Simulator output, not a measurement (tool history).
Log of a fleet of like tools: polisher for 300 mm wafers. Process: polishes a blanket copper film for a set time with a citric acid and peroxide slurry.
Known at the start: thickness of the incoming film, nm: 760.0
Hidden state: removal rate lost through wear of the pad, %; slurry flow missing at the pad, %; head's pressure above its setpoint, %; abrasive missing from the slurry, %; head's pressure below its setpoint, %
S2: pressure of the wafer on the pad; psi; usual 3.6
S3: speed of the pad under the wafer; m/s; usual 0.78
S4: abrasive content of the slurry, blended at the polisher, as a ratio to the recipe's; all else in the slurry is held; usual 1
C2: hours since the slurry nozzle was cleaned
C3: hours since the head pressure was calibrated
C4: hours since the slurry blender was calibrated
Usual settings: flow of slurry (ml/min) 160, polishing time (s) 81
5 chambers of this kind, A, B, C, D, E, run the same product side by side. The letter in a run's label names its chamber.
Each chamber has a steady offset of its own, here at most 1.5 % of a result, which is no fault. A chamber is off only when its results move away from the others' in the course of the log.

At hour 2.6: chamber B: slurry blender recalibrated.
At hour 2.9: chamber E: worn pad replaced by a new one.
At hour 7.2: chamber C: slurry nozzle cleaned.
Run 1A, hour 12: usual settings; wafers polished on this pad 331; C2 399.5; C3 960; C4 56.3. Result: film removed (Å) 1542.2.
At hour 17: chamber D: worn pad replaced by a new one.
Run 2C, hour 17.4: usual settings; wafers polished on this pad 1544; C2 10.2; C3 1042.9; C4 304. Result: film removed (Å) 1566.8.
Run 3E, hour 29.7: usual settings; wafers polished on this pad 169; C2 172.6; C3 979.9; C4 150. Result: film removed (Å) 1577.7.
At hour 30.7: chamber D: head pressure recalibrated.
At hour 31.8: chamber A: slurry nozzle cleaned.
At hour 36.9: chamber C: worn pad replaced by a new one.
Run 4D, hour 38.3: usual settings; wafers polished on this pad 135; C2 53.9; C3 7.6; C4 79.4. Result: film removed (Å) 1553.3.
Run 5B, hour 46.8: usual settings; wafers polished on this pad 368; C2 186.8; C3 1059.9; C4 44.2. Result: film removed (Å) 1540.3.
Run 6D, hour 55.2: usual settings; wafers polished on this pad 242; C2 70.8; C3 24.5; C4 96.3. Result: film removed (Å) 1571.9.
Run 7C, hour 64.3: usual settings; wafers polished on this pad 173; C2 57.1; C3 1089.8; C4 350.9. Result: film removed (Å) 1570.1.
Run 8E, hour 74: usual settings; wafers polished on this pad 450; C2 216.9; C3 1024.2; C4 194.3. Result: film removed (Å) 1554.2.
At hour 74.4: chamber D: slurry blender recalibrated.
Run 9A, hour 82.5: usual settings; wafers polished on this pad 778; C2 50.8; C3 1030.5; C4 126.8. Result: film removed (Å) 1531.8.
Run 10B, hour 94.6: usual settings; wafers polished on this pad 671; C2 234.6; C3 1107.7; C4 92. Result: film removed (Å) 1534.8.
Run 11E, hour 104.3: usual settings; wafers polished on this pad 642; C2 247.2; C3 1054.5; C4 224.6. Result: film removed (Å) 1547.1.
At hour 105.1: chamber A: slurry blender recalibrated.
At hour 106.1: chamber E: worn pad replaced by a new one.
At hour 106.1: chamber E: slurry nozzle cleaned.
Run 12D, hour 114.2: usual settings; wafers polished on this pad 616; C2 129.8; C3 83.5; C4 39.8. Result: film removed (Å) 1558.7.
Run 13B, hour 125.3: usual settings; wafers polished on this pad 865; C2 265.3; C3 1138.4; C4 122.7. Result: film removed (Å) 1568.7.
At hour 129.2: chamber E: head pressure recalibrated.
Run 14A, hour 131.3: usual settings; wafers polished on this pad 1087; C2 99.6; C3 1079.3; C4 26.2. Result: film removed (Å) 1553.4.
Run 15C, hour 139.5: usual settings but S4 1.15; wafers polished on this pad 650; C2 132.3; C3 1165; C4 426.1. Result: film removed (Å) 1620.9.
At hour 142.8: chamber C: slurry blender recalibrated.
At hour 143.3: chamber B: slurry blender recalibrated.
Run 16B, hour 150.1: usual settings but S4 1.15; wafers polished on this pad 1022; C2 290.1; C3 1163.2; C4 6.8. Result: film removed (Å) 1627.7.
At hour 157.1: chamber D: worn pad replaced by a new one.
Run 17D, hour 158.5: usual settings but S4 1.15; wafers polished on this pad 9; C2 174.1; C3 127.8; C4 84.1. Result: film removed (Å) 1618.9.
At hour 162.8: chamber B: worn pad replaced by a new one.
At hour 167: chamber D: slurry nozzle cleaned.
Run 18C, hour 169.5: usual settings but S4 1.15; wafers polished on this pad 840; C2 162.3; C3 1195; C4 26.8. Result: film removed (Å) 1626.1.
At hour 171.8: chamber A: worn pad replaced by a new one.
Run 19A, hour 181.3: usual settings but S4 1.15; wafers polished on this pad 60; C2 149.6; C3 1129.3; C4 76.2. Result: film removed (Å) 1613.7.
At hour 190.7: chamber E: worn pad replaced by a new one.
Run 20E, hour 191.8: usual settings; wafers polished on this pad 7; C2 85.7; C3 62.7; C4 312.1. Result: film removed (Å) 1412.7.
At hour 196.9: chamber D: slurry blender recalibrated.
Run 21E, hour 198.5: usual settings; wafers polished on this pad 49; C2 92.4; C3 69.4; C4 318.8. Result: film removed (Å) 1431.8.
Run 22C, hour 209.1: usual settings; wafers polished on this pad 1090; C2 201.9; C3 1234.6; C4 66.4. Result: film removed (Å) 1557.2.
Run 23A, hour 220.6: usual settings; wafers polished on this pad 309; C2 188.9; C3 1168.6; C4 115.5. Result: film removed (Å) 1542.1.
Run 24B, hour 229.7: usual settings; wafers polished on this pad 424; C2 369.7; C3 1242.8; C4 86.4. Result: film removed (Å) 1558.2.
At hour 229.8: chamber A: slurry blender recalibrated.
Run 25D, hour 239.6: usual settings; wafers polished on this pad 522; C2 72.7; C3 208.9; C4 42.7. Result: film removed (Å) 1579.2.
Run 26D, hour 250.3: usual settings but S4 1.1; wafers polished on this pad 590; C2 83.4; C3 219.6; C4 53.4. Result: film removed (Å) 1615.2.
Run 27B, hour 258.9: usual settings but S4 1.1; wafers polished on this pad 609; C2 398.9; C3 1272; C4 115.6. Result: film removed (Å) 1577.3.
At hour 268.3: chamber B: slurry blender recalibrated.
Run 28E, hour 268.6: usual settings but S4 1.1; wafers polished on this pad 493; C2 162.5; C3 139.5; C4 388.9. Result: film removed (Å) 1462.
At hour 271.7: chamber B: head pressure recalibrated.
Run 29A, hour 277.7: usual settings but S4 1.1; wafers polished on this pad 671; C2 246; C3 1225.7; C4 48. Result: film removed (Å) 1594.2.
At hour 281.7: chamber C: head pressure recalibrated.
At hour 283.7: chamber A: head pressure recalibrated.
Run 30C, hour 284.6: usual settings but S4 1.1; wafers polished on this pad 1569; C2 277.4; C3 2.9; C4 141.9. Result: film removed (Å) 1603.4.
At hour 284.8: chamber C: worn pad replaced by a new one.
Run 31B, hour 296.1: usual settings; wafers polished on this pad 844; C2 436.1; C3 24.5; C4 27.8. Result: film removed (Å) 1557.9.
Run 32C, hour 302: usual settings; wafers polished on this pad 108; C2 294.8; C3 20.3; C4 159.3. Result: film removed (Å) 1594.5.
Run 33A, hour 312: usual settings; wafers polished on this pad 888; C2 280.3; C3 28.4; C4 82.3. Result: film removed (Å) 1560.1.

All 5 chambers run these settings next. Forecast each chamber's results:
Run 34A, hour 321: usual settings. Result: film removed (Å) ?.
Run 34B, hour 321: usual settings. Result: film removed (Å) ?.
Run 34C, hour 321: usual settings. Result: film removed (Å) ?.
Run 34D, hour 321: usual settings. Result: film removed (Å) ?.
Run 34E, hour 321: usual settings. Result: film removed (Å) ?.

run  film removed (Å)
34A            1565.7
34B            1565.9
34C              1544
34D            1556.6
34E            1424.7

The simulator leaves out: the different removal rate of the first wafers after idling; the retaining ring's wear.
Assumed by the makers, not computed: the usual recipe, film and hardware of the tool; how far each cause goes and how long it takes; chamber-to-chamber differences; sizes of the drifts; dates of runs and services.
